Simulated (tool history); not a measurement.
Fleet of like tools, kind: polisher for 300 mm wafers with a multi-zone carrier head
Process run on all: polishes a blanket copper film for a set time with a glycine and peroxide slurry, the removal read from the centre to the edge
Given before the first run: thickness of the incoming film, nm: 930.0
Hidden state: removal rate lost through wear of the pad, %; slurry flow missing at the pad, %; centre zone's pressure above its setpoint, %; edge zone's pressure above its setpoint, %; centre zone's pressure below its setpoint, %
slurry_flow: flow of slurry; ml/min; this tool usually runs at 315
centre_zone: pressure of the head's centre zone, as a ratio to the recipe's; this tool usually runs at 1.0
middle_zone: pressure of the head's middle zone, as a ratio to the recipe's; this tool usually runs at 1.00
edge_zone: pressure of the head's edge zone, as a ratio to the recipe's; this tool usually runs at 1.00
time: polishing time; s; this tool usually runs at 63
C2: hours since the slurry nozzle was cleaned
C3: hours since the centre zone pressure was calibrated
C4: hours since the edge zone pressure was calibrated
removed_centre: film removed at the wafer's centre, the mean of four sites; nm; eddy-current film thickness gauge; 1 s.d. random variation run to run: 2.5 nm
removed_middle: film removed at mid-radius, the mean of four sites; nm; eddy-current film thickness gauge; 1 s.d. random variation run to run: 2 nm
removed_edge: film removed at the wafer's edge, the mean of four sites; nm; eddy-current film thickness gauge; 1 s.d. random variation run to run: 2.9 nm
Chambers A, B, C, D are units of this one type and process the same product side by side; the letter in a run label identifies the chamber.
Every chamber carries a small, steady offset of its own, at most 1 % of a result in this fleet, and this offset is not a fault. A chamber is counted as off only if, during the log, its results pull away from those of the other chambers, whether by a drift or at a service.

run 1D day=0.242 | slurry_flow=315 centre_zone=1.0 middle_zone=1.00 edge_zone=1.00 time=63 | wafers_polished_on_this_pad=664 C2=312.6 C3=558.7 C4=186.1 | removed_centre=281.29 removed_middle=282.62 removed_edge=290.75
run 2B day=0.446 | slurry_flow=315 centre_zone=1.0 middle_zone=1.00 edge_zone=1.00 time=63 | wafers_polished_on_this_pad=504 C2=711.6 C3=1209.4 C4=325.8 | removed_centre=280.35 removed_middle=283.44 removed_edge=284.05
-- day=0.642 chamber D: worn pad replaced by a new one
run 3C day=0.746 | slurry_flow=315 centre_zone=1.0 middle_zone=1.00 edge_zone=1.00 time=63 | wafers_polished_on_this_pad=1118 C2=53.5 C3=484.7 C4=944.1 | removed_centre=283.28 removed_middle=282.37 removed_edge=284.14
run 4A day=1.117 | slurry_flow=315 centre_zone=1.0 middle_zone=1.00 edge_zone=1.00 time=63 | wafers_polished_on_this_pad=785 C2=418.3 C3=626.1 C4=393.6 | removed_centre=283.49 removed_middle=285.04 removed_edge=285.81
run 5B day=1.538 | slurry_flow=315 centre_zone=1.0 middle_zone=1.00 edge_zone=1.00 time=63 | wafers_polished_on_this_pad=780 C2=737.8 C3=1235.6 C4=352.0 | removed_centre=284.45 removed_middle=286.20 removed_edge=283.98
-- day=1.571 chamber A: worn pad replaced by a new one
-- day=1.688 chamber A: slurry nozzle cleaned
run 6D day=1.958 | slurry_flow=315 centre_zone=1.0 middle_zone=1.00 edge_zone=1.00 time=63 | wafers_polished_on_this_pad=333 C2=353.8 C3=599.9 C4=227.3 | removed_centre=282.84 removed_middle=278.68 removed_edge=284.73
run 7A day=2.279 | slurry_flow=315 centre_zone=1.0 middle_zone=1.00 edge_zone=1.00 time=63 | wafers_polished_on_this_pad=179 C2=14.2 C3=654.0 C4=421.5 | removed_centre=282.13 removed_middle=284.14 removed_edge=280.65
-- day=2.308 chamber B: worn pad replaced by a new one
run 8C day=2.717 | slurry_flow=315 centre_zone=1.0 middle_zone=1.00 edge_zone=1.00 time=63 | wafers_polished_on_this_pad=1616 C2=100.8 C3=532.0 C4=991.4 | removed_centre=280.69 removed_middle=284.85 removed_edge=277.26
-- day=2.871 chamber C: worn pad replaced by a new one
run 9B day=2.921 | slurry_flow=315 centre_zone=1.0 middle_zone=1.00 edge_zone=1.00 time=63 | wafers_polished_on_this_pad=154 C2=771.0 C3=1268.8 C4=385.2 | removed_centre=282.48 removed_middle=281.56 removed_edge=284.94
-- day=3.008 chamber B: centre zone pressure recalibrated
run 10D day=3.125 | slurry_flow=315 centre_zone=1.0 middle_zone=1.00 edge_zone=1.00 time=63 | wafers_polished_on_this_pad=628 C2=381.8 C3=627.9 C4=255.3 | removed_centre=282.75 removed_middle=278.73 removed_edge=283.00
run 11C day=3.538 | slurry_flow=315 centre_zone=1.0 middle_zone=1.00 edge_zone=1.00 time=63 | wafers_polished_on_this_pad=168 C2=120.5 C3=551.7 C4=1011.1 | removed_centre=284.57 removed_middle=285.00 removed_edge=280.41
run 12A day=3.896 | slurry_flow=260 centre_zone=1.0 middle_zone=0.93 edge_zone=1.00 time=63 | wafers_polished_on_this_pad=588 C2=53.0 C3=692.8 C4=460.3 | removed_centre=276.36 removed_middle=257.92 removed_edge=276.32
-- day=4.238 chamber D: worn pad replaced by a new one
run 13B day=4.238 | slurry_flow=260 centre_zone=1.0 middle_zone=0.93 edge_zone=1.00 time=63 | wafers_polished_on_this_pad=487 C2=802.6 C3=29.6 C4=416.8 | removed_centre=276.77 removed_middle=261.16 removed_edge=278.98
run 14A day=4.446 | slurry_flow=260 centre_zone=1.0 middle_zone=0.93 edge_zone=1.00 time=63 | wafers_polished_on_this_pad=727 C2=66.2 C3=706.0 C4=473.5 | removed_centre=276.72 removed_middle=260.84 removed_edge=283.03
run 15C day=4.662 | slurry_flow=260 centre_zone=1.0 middle_zone=0.93 edge_zone=1.00 time=63 | wafers_polished_on_this_pad=452 C2=147.5 C3=578.7 C4=1038.1 | removed_centre=277.45 removed_middle=259.37 removed_edge=283.68
run 16D day=4.962 | slurry_flow=315 centre_zone=1.0 middle_zone=1.00 edge_zone=1.00 time=63 | wafers_polished_on_this_pad=183 C2=425.9 C3=672.0 C4=299.4 | removed_centre=271.56 removed_middle=280.98 removed_edge=283.47
run 17A day=5.212 | slurry_flow=400 centre_zone=1.0 middle_zone=1.00 edge_zone=1.00 time=63 | wafers_polished_on_this_pad=921 C2=84.6 C3=724.4 C4=491.9 | removed_centre=280.63 removed_middle=289.80 removed_edge=282.99
-- day=5.396 chamber A: worn pad replaced by a new one
run 18B day=5.562 | slurry_flow=400 centre_zone=1.0 middle_zone=1.00 edge_zone=1.00 time=63 | wafers_polished_on_this_pad=822 C2=834.4 C3=61.4 C4=448.6 | removed_centre=290.19 removed_middle=289.37 removed_edge=287.78
run 19D day=5.904 | slurry_flow=400 centre_zone=1.0 middle_zone=1.00 edge_zone=1.00 time=63 | wafers_polished_on_this_pad=421 C2=448.5 C3=694.6 C4=322.0 | removed_centre=272.07 removed_middle=282.94 removed_edge=285.01
run 20C day=6.312 | slurry_flow=400 centre_zone=1.0 middle_zone=1.00 edge_zone=1.00 time=63 | wafers_polished_on_this_pad=869 C2=187.1 C3=618.3 C4=1077.7 | removed_centre=287.20 removed_middle=291.62 removed_edge=287.01
-- day=6.396 chamber B: worn pad replaced by a new one
-- day=6.496 chamber A: centre zone pressure recalibrated
run 21D day=6.583 | slurry_flow=315 centre_zone=1.0 middle_zone=1.00 edge_zone=1.00 time=63 | wafers_polished_on_this_pad=592 C2=464.8 C3=710.9 C4=338.3 | removed_centre=268.30 removed_middle=279.62 removed_edge=285.54
-- day=6.933 chamber D: worn pad replaced by a new one
run 22B day=6.958 | slurry_flow=315 centre_zone=1.0 middle_zone=1.00 edge_zone=1.00 time=63 | wafers_polished_on_this_pad=143 C2=867.9 C3=94.9 C4=482.1 | removed_centre=280.40 removed_middle=285.19 removed_edge=282.94
run 23C day=7.329 | slurry_flow=315 centre_zone=1.1 middle_zone=0.91 edge_zone=1.00 time=63 | wafers_polished_on_this_pad=1126 C2=211.5 C3=642.7 C4=1102.1 | removed_centre=317.03 removed_middle=259.93 removed_edge=284.23
-- day=7.529 chamber B: slurry nozzle cleaned
run 24A day=7.588 | slurry_flow=315 centre_zone=1.1 middle_zone=0.91 edge_zone=1.00 time=63 | wafers_polished_on_this_pad=554 C2=141.6 C3=26.2 C4=548.9 | removed_centre=310.59 removed_middle=259.75 removed_edge=276.27
run 25C day=7.788 | slurry_flow=315 centre_zone=1.1 middle_zone=0.91 edge_zone=1.00 time=63 | wafers_polished_on_this_pad=1242 C2=222.5 C3=653.7 C4=1113.1 | removed_centre=311.74 removed_middle=258.71 removed_edge=279.42
run 26A day=7.988 | slurry_flow=315 centre_zone=1.1 middle_zone=0.91 edge_zone=1.00 time=63 | wafers_polished_on_this_pad=655 C2=151.2 C3=35.8 C4=558.5 | removed_centre=312.91 removed_middle=256.99 removed_edge=285.76
-- day=8.200 chamber C: worn pad replaced by a new one
run 27D day=8.329 | slurry_flow=315 centre_zone=1.0 middle_zone=1.00 edge_zone=1.00 time=50 | wafers_polished_on_this_pad=352 C2=506.7 C3=752.8 C4=380.2 | removed_centre=205.50 removed_middle=224.42 removed_edge=226.71
run 28B day=8.662 | slurry_flow=315 centre_zone=1.0 middle_zone=1.00 edge_zone=1.00 time=50 | wafers_polished_on_this_pad=573 C2=27.3 C3=135.8 C4=523.0 | removed_centre=224.66 removed_middle=224.45 removed_edge=224.61
-- day=8.796 chamber A: worn pad replaced by a new one
run 29A day=8.946 | slurry_flow=315 centre_zone=1.0 middle_zone=1.00 edge_zone=1.00 time=50 | wafers_polished_on_this_pad=38 C2=174.2 C3=58.8 C4=581.5 | removed_centre=227.09 removed_middle=226.17 removed_edge=225.67
-- day=9.050 chamber C: edge zone pressure recalibrated
run 30C day=9.300 | slurry_flow=315 centre_zone=1.0 middle_zone=1.00 edge_zone=1.00 time=50 | wafers_polished_on_this_pad=278 C2=258.8 C3=690.0 C4=6.1 | removed_centre=223.92 removed_middle=223.71 removed_edge=220.72
run 31B day=9.588 | slurry_flow=315 centre_zone=1.0 middle_zone=1.00 edge_zone=1.00 time=63 | wafers_polished_on_this_pad=807 C2=49.5 C3=158.0 C4=545.2 | removed_centre=282.74 removed_middle=285.87 removed_edge=281.36
-- day=9.633 chamber D: worn pad replaced by a new one
run 32D day=9.788 | slurry_flow=315 centre_zone=1.0 middle_zone=1.00 edge_zone=1.00 time=63 | wafers_polished_on_this_pad=38 C2=541.7 C3=787.8 C4=415.2 | removed_centre=256.97 removed_middle=283.37 removed_edge=279.01
run 33B day=10.154 | slurry_flow=315 centre_zone=1.0 middle_zone=0.91 edge_zone=0.93 time=63 | wafers_polished_on_this_pad=950 C2=63.1 C3=171.6 C4=558.8 | removed_centre=285.52 removed_middle=260.33 removed_edge=271.56

Decide between three cases: one chamber stands off from its peers, the gauge reading all wafers drifts, or nothing is wrong past each chamber's small offset. Where a chamber is off, say which and what most likely put it there.

Little by little, chamber D moves away from the other chambers.
What lies behind it: centre zone's pressure below its setpoint, % = 10.2.

Here are 4 candidates for chamber D's next run, each the usual settings with a change, their results left as question marks. Which one brings its results back in line with what the others give on the usual settings?
Allowed miss from the other chambers' usual-settings mean, per result, to count as in line: removed_centre 8.90 nm; removed_middle 7.10 nm; removed_edge 10.00 nm
run 34D-1 day=10.479 | slurry_flow=310 centre_zone=0.91 middle_zone=1.01 edge_zone=1.04 time=62 | removed_centre=? removed_middle=? removed_edge=?
run 34D-2 day=10.479 | slurry_flow=320 centre_zone=1.10 middle_zone=0.99 edge_zone=0.96 time=64 | removed_centre=? removed_middle=? removed_edge=?
run 34D-3 day=10.479 | slurry_flow=305 centre_zone=0.86 middle_zone=1.01 edge_zone=1.06 time=62 | removed_centre=? removed_middle=? removed_edge=?
run 34D-4 day=10.479 | slurry_flow=325 centre_zone=1.16 middle_zone=0.99 edge_zone=0.93 time=64 | removed_centre=? removed_middle=? removed_edge=?

What the other chambers average on the usual settings: removed_centre 282.63 nm; removed_middle 283.49 nm; removed_edge 281.96 nm
run=34D-1 removed_centre=221.03 removed_middle=279.53 removed_edge=286.11
run=34D-2 removed_centre=281.90 removed_middle=283.91 removed_edge=284.07
run=34D-3 removed_centre=207.19 removed_middle=279.16 removed_edge=288.67
run=34D-4 removed_centre=299.11 removed_middle=284.24 removed_edge=279.85
34D-2 puts the chamber back in line with the other chambers.
